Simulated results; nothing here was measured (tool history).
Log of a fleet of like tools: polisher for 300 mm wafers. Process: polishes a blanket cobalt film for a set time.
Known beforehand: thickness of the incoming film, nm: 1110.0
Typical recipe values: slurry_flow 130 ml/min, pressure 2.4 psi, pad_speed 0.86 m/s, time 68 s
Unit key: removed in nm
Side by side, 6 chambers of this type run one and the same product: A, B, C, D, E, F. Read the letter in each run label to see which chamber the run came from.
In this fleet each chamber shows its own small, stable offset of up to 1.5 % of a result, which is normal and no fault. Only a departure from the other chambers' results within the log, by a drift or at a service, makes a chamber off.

run,hour,slurry_flow,pressure,pad_speed,time,removed
1A,5.0,130,2.4,0.86,68,290.28
# hour 6.1: chamber C: worn pad replaced by a new one
# hour 8.5: chamber F: worn pad replaced by a new one
2F,10.8,130,2.4,0.86,68,294.46
3B,16.2,130,2.4,0.86,68,294.94
# hour 17.6: chamber D: worn pad replaced by a new one
4D,26.7,130,2.4,0.86,68,295.66
# hour 30.9: chamber E: worn pad replaced by a new one
5E,33.1,130,2.4,0.86,68,290.86
# hour 37.5: chamber B: worn pad replaced by a new one
6C,38.6,130,2.4,0.86,68,291.69
7E,45.5,130,2.4,0.86,68,288.30
8C,54.4,130,2.4,0.86,68,295.18
9D,62.9,95,2.4,0.86,68,273.68
10B,68.4,95,2.4,0.86,68,268.40
# hour 70.5: chamber A: worn pad replaced by a new one
11F,78.9,95,2.4,0.86,68,276.92
12A,88.4,95,2.4,0.86,68,273.51
13D,94.6,95,2.4,0.86,68,276.49
# hour 100.5: chamber D: worn pad replaced by a new one
14E,104.3,95,2.4,0.86,68,271.37
15C,113.9,130,2.4,0.86,68,298.72
# hour 118.3: chamber F: slurry nozzle cleaned
16A,122.8,130,2.4,0.86,68,298.28
# hour 123.7: chamber F: worn pad replaced by a new one
# hour 124.7: chamber C: worn pad replaced by a new one
# hour 124.7: chamber A: head pressure recalibrated
# hour 127.7: chamber C: head pressure recalibrated
17B,132.8,130,2.4,0.86,68,292.70
18F,142.6,155,2.4,0.86,68,303.30
19F,151.1,155,2.4,0.86,68,307.43
# hour 152.2: chamber B: slurry nozzle cleaned
20C,159.4,155,2.4,0.86,68,306.99
# hour 165.0: chamber B: worn pad replaced by a new one
21E,169.1,155,2.4,0.86,68,299.12
# hour 170.3: chamber F: head pressure recalibrated
# hour 173.6: chamber A: slurry nozzle cleaned
22D,177.8,155,2.4,0.86,68,301.04
23B,188.5,155,2.4,0.86,68,302.55
24A,197.9,95,2.4,0.86,68,273.14
# hour 201.4: chamber E: worn pad replaced by a new one
25F,202.9,95,2.4,0.86,68,276.26
# hour 204.2: chamber D: worn pad replaced by a new one
26B,213.1,95,2.4,0.86,68,273.49
# hour 219.2: chamber C: worn pad replaced by a new one
27D,222.4,95,2.4,0.86,68,269.02
# hour 223.3: chamber F: worn pad replaced by a new one
28A,231.9,95,2.4,0.86,68,273.19
29E,238.1,95,2.4,0.86,68,263.42
# hour 244.2: chamber B: head pressure recalibrated
30C,245.7,130,2.4,0.86,68,301.26
31C,250.8,130,2.4,0.86,68,300.55
32B,257.0,130,2.4,0.86,68,291.41
# hour 260.9: chamber A: worn pad replaced by a new one
33A,265.7,130,2.4,0.86,68,289.86
34D,272.4,130,2.4,0.86,68,299.32
# hour 274.0: chamber D: slurry nozzle cleaned
# hour 278.8: chamber E: slurry nozzle cleaned
35E,282.7,130,2.4,0.86,68,290.46
# hour 290.2: chamber D: worn pad replaced by a new one
36F,293.1,130,2.4,0.86,68,294.20
# hour 295.7: chamber B: worn pad replaced by a new one
37A,303.2,130,2.4,0.86,68,295.32
# hour 303.6: chamber D: head pressure recalibrated
38E,308.2,130,2.4,0.86,68,290.59
39F,315.4,130,2.4,0.86,68,295.25
40B,321.6,130,2.4,0.86,68,295.57
# hour 323.3: chamber C: worn pad replaced by a new one
41D,329.7,130,2.4,0.86,68,292.24
42C,340.6,130,2.4,0.86,68,295.54

For the next run the whole fleet of 6 chambers uses the same settings. Give each chamber's results:
43A,348.6,130,2.4,0.72,68,?
43B,348.6,130,2.4,0.72,68,?
43C,348.6,130,2.4,0.72,68,?
43D,348.6,130,2.4,0.72,68,?
43E,348.6,130,2.4,0.72,68,?
43F,348.6,130,2.4,0.72,68,?

run,removed
43A,242.90
43B,244.19
43C,251.60
43D,245.95
43E,239.38
43F,249.34

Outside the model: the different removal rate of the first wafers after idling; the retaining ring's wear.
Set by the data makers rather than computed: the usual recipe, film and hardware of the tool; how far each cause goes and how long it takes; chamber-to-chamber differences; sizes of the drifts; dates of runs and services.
